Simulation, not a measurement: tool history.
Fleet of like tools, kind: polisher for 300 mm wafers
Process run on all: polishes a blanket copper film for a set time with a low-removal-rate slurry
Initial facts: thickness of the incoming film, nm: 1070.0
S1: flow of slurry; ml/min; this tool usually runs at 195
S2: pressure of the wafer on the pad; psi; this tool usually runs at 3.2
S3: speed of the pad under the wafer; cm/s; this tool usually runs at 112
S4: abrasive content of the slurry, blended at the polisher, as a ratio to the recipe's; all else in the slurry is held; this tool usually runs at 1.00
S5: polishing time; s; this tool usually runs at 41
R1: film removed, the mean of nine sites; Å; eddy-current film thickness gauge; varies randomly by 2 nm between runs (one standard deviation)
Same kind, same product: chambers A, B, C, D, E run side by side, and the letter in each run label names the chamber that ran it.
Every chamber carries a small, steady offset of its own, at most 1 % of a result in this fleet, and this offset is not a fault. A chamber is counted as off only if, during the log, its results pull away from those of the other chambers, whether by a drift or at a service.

| run | day | S1 | S2 | S3 | S4 | S5 | R1 |
|---|---|---|---|---|---|---|---|
|  | 0.088 | chamber C: slurry nozzle cleaned |
|  | 0.158 | chamber D: slurry blender recalibrated |
| 1C | 0.321 | 195 | 3.2 | 112 | 1.00 | 41 | 1802.60 |
|  | 0.346 | chamber D: worn pad replaced by a new one |
| 2B | 0.621 | 195 | 3.2 | 112 | 1.00 | 41 | 1760.80 |
| 3A | 1.067 | 195 | 3.2 | 112 | 1.00 | 41 | 1771.60 |
| 4D | 1.417 | 195 | 3.2 | 112 | 1.00 | 41 | 1834.10 |
|  | 1.604 | chamber A: worn pad replaced by a new one |
| 5E | 1.775 | 195 | 3.2 | 112 | 1.00 | 41 | 1808.80 |
| 6A | 2.192 | 195 | 3.2 | 112 | 1.00 | 41 | 1805.50 |
|  | 2.433 | chamber B: slurry blender recalibrated |
|  | 2.483 | chamber C: worn pad replaced by a new one |
| 7B | 2.500 | 195 | 3.2 | 112 | 1.00 | 41 | 1749.20 |
|  | 2.588 | chamber A: slurry blender recalibrated |
| 8D | 2.904 | 195 | 3.2 | 112 | 1.00 | 41 | 1788.90 |
|  | 3.188 | chamber E: worn pad replaced by a new one |
| 9C | 3.317 | 195 | 3.2 | 112 | 1.00 | 41 | 1769.50 |
| 10E | 3.779 | 195 | 3.2 | 112 | 1.00 | 41 | 1808.80 |
|  | 4.062 | chamber D: worn pad replaced by a new one |
| 11E | 4.304 | 195 | 2.3 | 82 | 1.00 | 41 | 945.26 |
|  | 4.592 | chamber D: slurry blender recalibrated |
| 12D | 4.604 | 195 | 2.3 | 82 | 1.00 | 41 | 956.03 |
| 13A | 4.883 | 195 | 2.3 | 82 | 1.00 | 41 | 945.50 |
|  | 5.150 | chamber A: worn pad replaced by a new one |
| 14C | 5.162 | 195 | 2.3 | 82 | 1.00 | 41 | 951.79 |
| 15B | 5.467 | 195 | 2.3 | 82 | 1.00 | 41 | 930.65 |
|  | 5.904 | chamber C: worn pad replaced by a new one |
|  | 5.958 | chamber E: slurry blender recalibrated |
| 16A | 5.962 | 235 | 3.2 | 112 | 1.00 | 41 | 1817.30 |
|  | 6.104 | chamber A: slurry nozzle cleaned |
| 17D | 6.296 | 235 | 3.2 | 112 | 1.00 | 41 | 1865.00 |
| 18B | 6.721 | 235 | 3.2 | 112 | 1.00 | 41 | 1786.30 |
|  | 7.117 | chamber E: worn pad replaced by a new one |
| 19E | 7.267 | 235 | 3.2 | 112 | 1.00 | 41 | 1847.50 |
| 20C | 7.612 | 235 | 3.2 | 112 | 1.00 | 41 | 1841.80 |
|  | 7.833 | chamber D: worn pad replaced by a new one |
| 21E | 7.917 | 195 | 3.2 | 112 | 1.00 | 41 | 1833.50 |
| 22A | 8.192 | 195 | 3.2 | 112 | 0.75 | 30 | 1213.00 |
| 23C | 8.700 | 195 | 3.2 | 112 | 0.75 | 30 | 1235.90 |
|  | 8.788 | chamber A: worn pad replaced by a new one |
| 24D | 9.242 | 195 | 3.2 | 112 | 0.75 | 30 | 1242.60 |
|  | 9.246 | chamber D: slurry blender recalibrated |
|  | 9.329 | chamber A: slurry blender recalibrated |
|  | 9.617 | chamber C: worn pad replaced by a new one |
| 25B | 9.675 | 195 | 3.2 | 112 | 0.75 | 30 | 1176.40 |
| 26E | 10.008 | 195 | 3.2 | 112 | 0.75 | 30 | 1242.00 |
| 27C | 10.483 | 195 | 3.2 | 112 | 1.00 | 41 | 1790.00 |
|  | 10.688 | chamber A: head pressure recalibrated |
|  | 10.879 | chamber E: worn pad replaced by a new one |
| 28A | 10.938 | 195 | 3.2 | 112 | 1.00 | 41 | 1815.00 |
|  | 11.254 | chamber D: slurry nozzle cleaned |
| 29B | 11.254 | 215 | 3.2 | 148 | 1.00 | 41 | 2283.60 |
| 30D | 11.592 | 215 | 3.2 | 148 | 1.00 | 41 | 2392.10 |
|  | 11.775 | chamber D: worn pad replaced by a new one |
|  | 11.933 | chamber A: worn pad replaced by a new one |
| 31C | 12.104 | 215 | 3.2 | 148 | 1.00 | 41 | 2368.20 |
| 32D | 12.604 | 215 | 3.2 | 148 | 1.00 | 41 | 2425.00 |
|  | 12.875 | chamber E: slurry nozzle cleaned |
| 33E | 13.025 | 215 | 3.2 | 148 | 1.00 | 41 | 2433.20 |
| 34A | 13.446 | 195 | 3.2 | 112 | 1.00 | 41 | 1765.90 |
|  | 13.654 | chamber C: worn pad replaced by a new one |
|  | 13.846 | chamber D: slurry blender recalibrated |
| 35B | 13.938 | 195 | 3.2 | 112 | 1.00 | 41 | 1635.70 |
| 36C | 14.271 | 195 | 3.2 | 112 | 1.00 | 41 | 1769.80 |
|  | 14.658 | chamber E: worn pad replaced by a new one |
| 37B | 14.800 | 195 | 3.2 | 112 | 1.00 | 34 | 1318.20 |
|  | 15.088 | chamber D: worn pad replaced by a new one |
| 38E | 15.271 | 195 | 3.2 | 112 | 1.00 | 34 | 1493.80 |
|  | 15.408 | chamber A: worn pad replaced by a new one |
|  | 15.517 | chamber E: slurry blender recalibrated |
| 39A | 15.525 | 195 | 3.2 | 112 | 1.00 | 34 | 1527.40 |
| 40D | 15.846 | 195 | 3.2 | 112 | 1.00 | 34 | 1517.00 |
| 41B | 16.358 | 195 | 3.2 | 112 | 1.00 | 34 | 1364.60 |
|  | 16.408 | chamber D: head pressure recalibrated |
| 42D | 16.821 | 195 | 4.1 | 74 | 1.00 | 41 | 1502.20 |
| 43A | 17.246 | 195 | 4.1 | 74 | 1.00 | 41 | 1518.00 |
| 44E | 17.575 | 195 | 4.1 | 74 | 1.00 | 41 | 1532.00 |

Predict what each chamber gives when all 5 of them run the settings below next.
| 45A | 17.967 | 195 | 3.2 | 88 | 1.00 | 41 | ? |
| 45B | 17.967 | 195 | 3.2 | 88 | 1.00 | 41 | ? |
| 45C | 17.967 | 195 | 3.2 | 88 | 1.00 | 41 | ? |
| 45D | 17.967 | 195 | 3.2 | 88 | 1.00 | 41 | ? |
| 45E | 17.967 | 195 | 3.2 | 88 | 1.00 | 41 | ? |

| run | R1 |
|---|---|
| 45A | 1400.50 |
| 45B | 1257.30 |
| 45C | 1406.20 |
| 45D | 1434.30 |
| 45E | 1422.30 |

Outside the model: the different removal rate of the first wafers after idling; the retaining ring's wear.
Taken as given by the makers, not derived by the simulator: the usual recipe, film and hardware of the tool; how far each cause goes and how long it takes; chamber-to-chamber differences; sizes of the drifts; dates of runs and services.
